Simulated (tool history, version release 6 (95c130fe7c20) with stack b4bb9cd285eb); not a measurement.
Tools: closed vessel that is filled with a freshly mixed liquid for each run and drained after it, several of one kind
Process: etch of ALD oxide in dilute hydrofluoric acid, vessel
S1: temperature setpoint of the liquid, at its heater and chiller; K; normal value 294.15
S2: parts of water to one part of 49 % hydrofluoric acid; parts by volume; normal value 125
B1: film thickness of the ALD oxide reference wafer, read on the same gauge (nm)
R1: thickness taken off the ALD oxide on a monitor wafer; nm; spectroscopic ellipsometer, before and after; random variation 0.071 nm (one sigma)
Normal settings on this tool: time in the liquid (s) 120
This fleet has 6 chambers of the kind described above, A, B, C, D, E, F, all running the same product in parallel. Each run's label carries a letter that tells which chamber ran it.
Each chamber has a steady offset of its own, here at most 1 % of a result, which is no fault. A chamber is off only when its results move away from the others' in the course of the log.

run 1F hour=15.9 | S1=294.15 S2=125 time_in_the_liquid_(s)=120 | B1=40.019 | R1=13.137
run 2B hour=23.8 | S1=294.15 S2=125 time_in_the_liquid_(s)=120 | B1=40.012 | R1=13.091
run 3E hour=36.6 | S1=294.15 S2=125 time_in_the_liquid_(s)=120 | B1=40.006 | R1=13.237
run 4C hour=45.1 | S1=294.15 S2=125 time_in_the_liquid_(s)=120 | B1=39.997 | R1=12.953
run 5A hour=54 | S1=294.15 S2=125 time_in_the_liquid_(s)=120 | B1=40.017 | R1=13.111
run 6D hour=65.2 | S1=298.15 S2=125 time_in_the_liquid_(s)=185 | B1=40.007 | R1=23.671
run 7E hour=81.1 | S1=298.15 S2=125 time_in_the_liquid_(s)=185 | B1=39.978 | R1=23.764
run 8C hour=91 | S1=298.15 S2=125 time_in_the_liquid_(s)=185 | B1=40.028 | R1=23.352
run 9B hour=101.4 | S1=298.15 S2=125 time_in_the_liquid_(s)=185 | B1=39.989 | R1=23.663
run 10D hour=113.4 | S1=298.15 S2=125 time_in_the_liquid_(s)=185 | B1=40.009 | R1=23.791
run 11A hour=121.1 | S1=298.15 S2=125 time_in_the_liquid_(s)=185 | B1=40.015 | R1=23.672
run 12F hour=129.2 | S1=294.15 S2=125 time_in_the_liquid_(s)=120 | B1=40.004 | R1=13.371
run 13B hour=139.6 | S1=294.15 S2=125 time_in_the_liquid_(s)=120 | B1=40 | R1=13.238
run 14D hour=152.6 | S1=294.15 S2=125 time_in_the_liquid_(s)=120 | B1=40.01 | R1=13.195
run 15A hour=162.5 | S1=294.15 S2=125 time_in_the_liquid_(s)=120 | B1=40.002 | R1=12.992
run 16E hour=170.1 | S1=294.15 S2=125 time_in_the_liquid_(s)=120 | B1=40.015 | R1=13.142
run 17C hour=181.3 | S1=294.15 S2=125 time_in_the_liquid_(s)=120 | B1=40.007 | R1=13.045
run 18F hour=189.9 | S1=294.15 S2=80 time_in_the_liquid_(s)=120 | B1=40.014 | R1=21.581
run 19C hour=198.8 | S1=294.15 S2=80 time_in_the_liquid_(s)=120 | B1=39.997 | R1=21.384
run 20D hour=211.6 | S1=294.15 S2=80 time_in_the_liquid_(s)=120 | B1=40.023 | R1=21.511
run 21B hour=222.5 | S1=294.15 S2=80 time_in_the_liquid_(s)=120 | B1=39.966 | R1=21.676
run 22F hour=235.1 | S1=294.15 S2=80 time_in_the_liquid_(s)=120 | B1=39.992 | R1=21.48
run 23E hour=242.9 | S1=294.15 S2=80 time_in_the_liquid_(s)=120 | B1=40.01 | R1=21.666
-- hour=251.4 chamber E: hydrofluoric acid flow meter replaced
-- hour=251.8 chamber F: hydrofluoric acid flow meter replaced
run 24A hour=259.3 | S1=294.15 S2=125 time_in_the_liquid_(s)=120 | B1=40.018 | R1=13.213
run 25E hour=269.2 | S1=294.15 S2=125 time_in_the_liquid_(s)=120 | B1=40.019 | R1=13.052
run 26B hour=283 | S1=294.15 S2=125 time_in_the_liquid_(s)=120 | B1=39.976 | R1=13.144
run 27D hour=297.4 | S1=294.15 S2=125 time_in_the_liquid_(s)=120 | B1=40.007 | R1=13.222
run 28A hour=310.1 | S1=294.15 S2=125 time_in_the_liquid_(s)=120 | B1=40 | R1=13.095
-- hour=315.4 chamber A: thermometer replaced
run 29C hour=318.8 | S1=294.15 S2=125 time_in_the_liquid_(s)=120 | B1=40.025 | R1=13.073
-- hour=329.9 chamber D: hydrofluoric acid flow meter replaced
run 30F hour=331.9 | S1=297.65 S2=125 time_in_the_liquid_(s)=50 | B1=40.012 | R1=6.2924
run 31B hour=348.2 | S1=297.65 S2=125 time_in_the_liquid_(s)=50 | B1=39.989 | R1=6.2678
run 32C hour=356 | S1=297.65 S2=125 time_in_the_liquid_(s)=50 | B1=40.02 | R1=6.211
run 33D hour=370.9 | S1=297.65 S2=125 time_in_the_liquid_(s)=50 | B1=39.98 | R1=6.325
run 34F hour=381.4 | S1=297.65 S2=125 time_in_the_liquid_(s)=50 | B1=39.986 | R1=6.2852
run 35E hour=395.1 | S1=297.65 S2=125 time_in_the_liquid_(s)=50 | B1=40.002 | R1=6.311
run 36A hour=410.1 | S1=294.15 S2=125 time_in_the_liquid_(s)=120 | B1=40.009 | R1=13.162
run 37E hour=418.3 | S1=294.15 S2=125 time_in_the_liquid_(s)=120 | B1=39.977 | R1=13.102
run 38B hour=434 | S1=290.65 S2=125 time_in_the_liquid_(s)=120 | B1=39.992 | R1=11.342
run 39C hour=446.7 | S1=290.65 S2=125 time_in_the_liquid_(s)=120 | B1=39.99 | R1=11.306

Each of the 6 chambers runs these same settings next. Fill in every chamber's results:
run 40A hour=458.4 | S1=294.15 S2=125 time_in_the_liquid_(s)=120 | R1=?
run 40B hour=458.4 | S1=294.15 S2=125 time_in_the_liquid_(s)=120 | R1=?
run 40C hour=458.4 | S1=294.15 S2=125 time_in_the_liquid_(s)=120 | R1=?
run 40D hour=458.4 | S1=294.15 S2=125 time_in_the_liquid_(s)=120 | R1=?
run 40E hour=458.4 | S1=294.15 S2=125 time_in_the_liquid_(s)=120 | R1=?
run 40F hour=458.4 | S1=294.15 S2=125 time_in_the_liquid_(s)=120 | R1=?

run=40A R1=13.101
run=40B R1=13.131
run=40C R1=13.047
run=40D R1=13.2
run=40E R1=13.237
run=40F R1=13.084
